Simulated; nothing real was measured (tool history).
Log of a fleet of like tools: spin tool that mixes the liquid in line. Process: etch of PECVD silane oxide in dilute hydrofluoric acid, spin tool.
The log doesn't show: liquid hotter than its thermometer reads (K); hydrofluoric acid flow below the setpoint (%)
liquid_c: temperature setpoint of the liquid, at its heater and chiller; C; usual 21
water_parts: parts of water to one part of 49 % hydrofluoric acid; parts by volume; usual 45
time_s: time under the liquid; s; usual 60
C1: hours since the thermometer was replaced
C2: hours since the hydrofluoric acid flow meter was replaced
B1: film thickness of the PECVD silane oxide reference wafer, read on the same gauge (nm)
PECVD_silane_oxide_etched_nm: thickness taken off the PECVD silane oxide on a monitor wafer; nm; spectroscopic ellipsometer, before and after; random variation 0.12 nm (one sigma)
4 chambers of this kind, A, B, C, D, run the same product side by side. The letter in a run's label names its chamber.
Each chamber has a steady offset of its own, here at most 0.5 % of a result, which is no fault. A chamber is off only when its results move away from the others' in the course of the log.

run 1A hour=6.9 | liquid_c=21 water_parts=45 time_s=60 | C1=1415.2 C2=283.2 | B1=30.000 | PECVD_silane_oxide_etched_nm=19.216
-- hour=9.4 chamber C: hydrofluoric acid flow meter replaced
run 2D hour=18.5 | liquid_c=21 water_parts=45 time_s=60 | C1=872.1 C2=292.7 | B1=30.012 | PECVD_silane_oxide_etched_nm=18.899
run 3C hour=30.2 | liquid_c=21 water_parts=45 time_s=60 | C1=1528.9 C2=20.9 | B1=30.054 | PECVD_silane_oxide_etched_nm=19.137
run 4B hour=39.5 | liquid_c=21 water_parts=45 time_s=60 | C1=1582.0 C2=157.1 | B1=29.988 | PECVD_silane_oxide_etched_nm=19.117
-- hour=50.2 chamber A: thermometer replaced
run 5C hour=50.8 | liquid_c=21 water_parts=45 time_s=60 | C1=1549.5 C2=41.5 | B1=29.991 | PECVD_silane_oxide_etched_nm=19.138
-- hour=57.1 chamber C: thermometer replaced
run 6A hour=63.0 | liquid_c=21 water_parts=45 time_s=60 | C1=12.9 C2=339.3 | B1=30.023 | PECVD_silane_oxide_etched_nm=19.059
run 7B hour=75.3 | liquid_c=21 water_parts=45 time_s=60 | C1=1617.8 C2=192.9 | B1=29.991 | PECVD_silane_oxide_etched_nm=19.071
run 8D hour=87.0 | liquid_c=21 water_parts=45 time_s=85 | C1=940.6 C2=361.2 | B1=30.010 | PECVD_silane_oxide_etched_nm=26.689
run 9A hour=96.7 | liquid_c=21 water_parts=45 time_s=85 | C1=46.6 C2=373.0 | B1=29.994 | PECVD_silane_oxide_etched_nm=26.650
run 10C hour=108.6 | liquid_c=21 water_parts=45 time_s=85 | C1=51.6 C2=99.3 | B1=29.996 | PECVD_silane_oxide_etched_nm=27.234
run 11D hour=120.3 | liquid_c=21 water_parts=45 time_s=85 | C1=973.9 C2=394.5 | B1=29.990 | PECVD_silane_oxide_etched_nm=26.934
run 12B hour=131.8 | liquid_c=21 water_parts=45 time_s=60 | C1=1674.3 C2=249.4 | B1=30.042 | PECVD_silane_oxide_etched_nm=18.831
run 13B hour=145.2 | liquid_c=21 water_parts=45 time_s=40 | C1=1687.7 C2=262.8 | B1=30.006 | PECVD_silane_oxide_etched_nm=12.650
run 14A hour=156.3 | liquid_c=21 water_parts=45 time_s=40 | C1=106.2 C2=432.6 | B1=30.008 | PECVD_silane_oxide_etched_nm=12.504
-- hour=159.0 chamber A: hydrofluoric acid flow meter replaced
run 15D hour=169.7 | liquid_c=21 water_parts=45 time_s=40 | C1=1023.3 C2=443.9 | B1=29.965 | PECVD_silane_oxide_etched_nm=12.706
run 16C hour=178.1 | liquid_c=21 water_parts=45 time_s=40 | C1=121.1 C2=168.8 | B1=30.000 | PECVD_silane_oxide_etched_nm=12.610
run 17A hour=186.1 | liquid_c=21 water_parts=45 time_s=60 | C1=136.0 C2=27.1 | B1=29.995 | PECVD_silane_oxide_etched_nm=18.912
run 18C hour=199.2 | liquid_c=21 water_parts=45 time_s=60 | C1=142.2 C2=189.9 | B1=30.019 | PECVD_silane_oxide_etched_nm=19.020
run 19B hour=209.2 | liquid_c=21 water_parts=45 time_s=60 | C1=1751.7 C2=326.8 | B1=30.029 | PECVD_silane_oxide_etched_nm=18.990
run 20D hour=220.5 | liquid_c=21 water_parts=45 time_s=60 | C1=1074.1 C2=494.7 | B1=30.007 | PECVD_silane_oxide_etched_nm=18.976
run 21C hour=233.8 | liquid_c=21 water_parts=45 time_s=60 | C1=176.8 C2=224.5 | B1=30.022 | PECVD_silane_oxide_etched_nm=18.962
run 22B hour=245.8 | liquid_c=21 water_parts=45 time_s=60 | C1=1788.3 C2=363.4 | B1=29.987 | PECVD_silane_oxide_etched_nm=18.987
run 23D hour=259.1 | liquid_c=21 water_parts=45 time_s=60 | C1=1112.7 C2=533.3 | B1=29.962 | PECVD_silane_oxide_etched_nm=18.771
run 24A hour=268.7 | liquid_c=21 water_parts=45 time_s=60 | C1=218.6 C2=109.7 | B1=30.007 | PECVD_silane_oxide_etched_nm=18.923
run 25D hour=275.3 | liquid_c=21 water_parts=45 time_s=60 | C1=1128.9 C2=549.5 | B1=30.058 | PECVD_silane_oxide_etched_nm=18.907
run 26C hour=283.7 | liquid_c=21 water_parts=45 time_s=60 | C1=226.7 C2=274.4 | B1=30.009 | PECVD_silane_oxide_etched_nm=18.936
run 27A hour=295.1 | liquid_c=21 water_parts=45 time_s=60 | C1=245.0 C2=136.1 | B1=30.008 | PECVD_silane_oxide_etched_nm=18.920
run 28B hour=307.0 | liquid_c=21 water_parts=45 time_s=60 | C1=1849.5 C2=424.6 | B1=30.028 | PECVD_silane_oxide_etched_nm=19.052

Is one chamber off against the others, does the gauge drift, or is nothing wrong? If a chamber is off, say which, and what the likeliest cause is.

No chamber stands off beyond its own small offset, and the gauge holds steady.

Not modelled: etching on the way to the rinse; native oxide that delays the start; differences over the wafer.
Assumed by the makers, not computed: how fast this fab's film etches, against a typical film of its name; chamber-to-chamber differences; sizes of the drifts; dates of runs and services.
